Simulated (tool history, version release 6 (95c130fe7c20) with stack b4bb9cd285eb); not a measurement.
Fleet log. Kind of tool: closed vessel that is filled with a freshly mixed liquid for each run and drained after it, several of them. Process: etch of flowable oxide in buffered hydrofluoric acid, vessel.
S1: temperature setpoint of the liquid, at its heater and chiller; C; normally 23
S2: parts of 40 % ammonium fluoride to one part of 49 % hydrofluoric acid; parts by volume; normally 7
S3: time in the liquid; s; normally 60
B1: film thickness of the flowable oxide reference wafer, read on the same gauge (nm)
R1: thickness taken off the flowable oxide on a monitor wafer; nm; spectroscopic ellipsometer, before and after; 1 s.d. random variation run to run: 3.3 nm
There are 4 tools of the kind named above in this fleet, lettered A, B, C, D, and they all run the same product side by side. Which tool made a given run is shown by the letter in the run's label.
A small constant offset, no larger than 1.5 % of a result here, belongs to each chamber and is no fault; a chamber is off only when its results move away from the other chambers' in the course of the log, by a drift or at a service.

run 1C hour=9 | S1=23 S2=7 S3=60 | B1=60.037 | R1=349.51
run 2B hour=16.6 | S1=23 S2=7 S3=60 | B1=59.975 | R1=347.91
run 3A hour=24.9 | S1=23 S2=7 S3=60 | B1=59.999 | R1=354.71
run 4D hour=34.5 | S1=23 S2=7 S3=60 | B1=59.992 | R1=352.11
run 5A hour=42.4 | S1=23 S2=7 S3=60 | B1=60.018 | R1=348.19
run 6B hour=53 | S1=23 S2=7 S3=60 | B1=59.997 | R1=342.12
run 7D hour=63 | S1=23 S2=7 S3=60 | B1=59.999 | R1=350.9
run 8C hour=72.8 | S1=23 S2=7 S3=60 | B1=59.997 | R1=351.83
run 9B hour=82.7 | S1=23 S2=7 S3=60 | B1=59.998 | R1=349.22
run 10C hour=88.6 | S1=23 S2=7 S3=60 | B1=59.999 | R1=350.39
run 11A hour=98.5 | S1=23 S2=7 S3=75 | B1=60.041 | R1=437.55
run 12D hour=108.9 | S1=23 S2=7 S3=75 | B1=60.007 | R1=437.94
-- hour=112.2 chamber B: hydrofluoric acid flow meter replaced
run 13C hour=115.7 | S1=23 S2=7 S3=75 | B1=60.032 | R1=447.8
run 14D hour=127.4 | S1=23 S2=7 S3=75 | B1=60.004 | R1=438.14
run 15B hour=134.2 | S1=23 S2=7 S3=60 | B1=59.978 | R1=354.15
run 16A hour=146.8 | S1=23 S2=7 S3=60 | B1=59.997 | R1=354.97
run 17A hour=153.6 | S1=23 S2=7 S3=60 | B1=59.99 | R1=352.27
run 18B hour=163 | S1=23 S2=7 S3=60 | B1=60.039 | R1=366.46
run 19D hour=169.9 | S1=23 S2=5 S3=60 | B1=59.985 | R1=478.45
run 20C hour=177.8 | S1=23 S2=5 S3=60 | B1=60.031 | R1=459.5
run 21C hour=189.3 | S1=23 S2=5 S3=60 | B1=59.998 | R1=464.74
run 22A hour=198.1 | S1=23 S2=5 S3=60 | B1=60.005 | R1=470.08
run 23D hour=207.7 | S1=23 S2=7 S3=60 | B1=59.989 | R1=350.81
run 24B hour=217.5 | S1=23 S2=7 S3=60 | B1=60.015 | R1=366.93
run 25D hour=228.2 | S1=23 S2=7 S3=60 | B1=60.024 | R1=356.73
run 26A hour=238 | S1=23 S2=7 S3=60 | B1=60.03 | R1=353.45
run 27C hour=244.9 | S1=19 S2=5 S3=60 | B1=60.003 | R1=378.53
run 28B hour=251.4 | S1=19 S2=5 S3=60 | B1=59.994 | R1=405.47
run 29D hour=260 | S1=19 S2=5 S3=60 | B1=59.996 | R1=381.77
run 30A hour=272.3 | S1=19 S2=5 S3=60 | B1=60.013 | R1=377.42
run 31B hour=283.2 | S1=23 S2=7 S3=60 | B1=59.971 | R1=394.79
run 32C hour=293 | S1=23 S2=7 S3=60 | B1=60.014 | R1=353.84
run 33B hour=303.1 | S1=23 S2=7 S3=60 | B1=60.038 | R1=394.63
run 34A hour=314.8 | S1=23 S2=7 S3=60 | B1=60.026 | R1=348.46

Next, every chamber runs the same settings. What will each give?
run 35A hour=324.5 | S1=23 S2=7 S3=60 | R1=?
run 35B hour=324.5 | S1=23 S2=7 S3=60 | R1=?
run 35C hour=324.5 | S1=23 S2=7 S3=60 | R1=?
run 35D hour=324.5 | S1=23 S2=7 S3=60 | R1=?

run=35A R1=355.29
run=35B R1=395.58
run=35C R1=358.5
run=35D R1=353.36
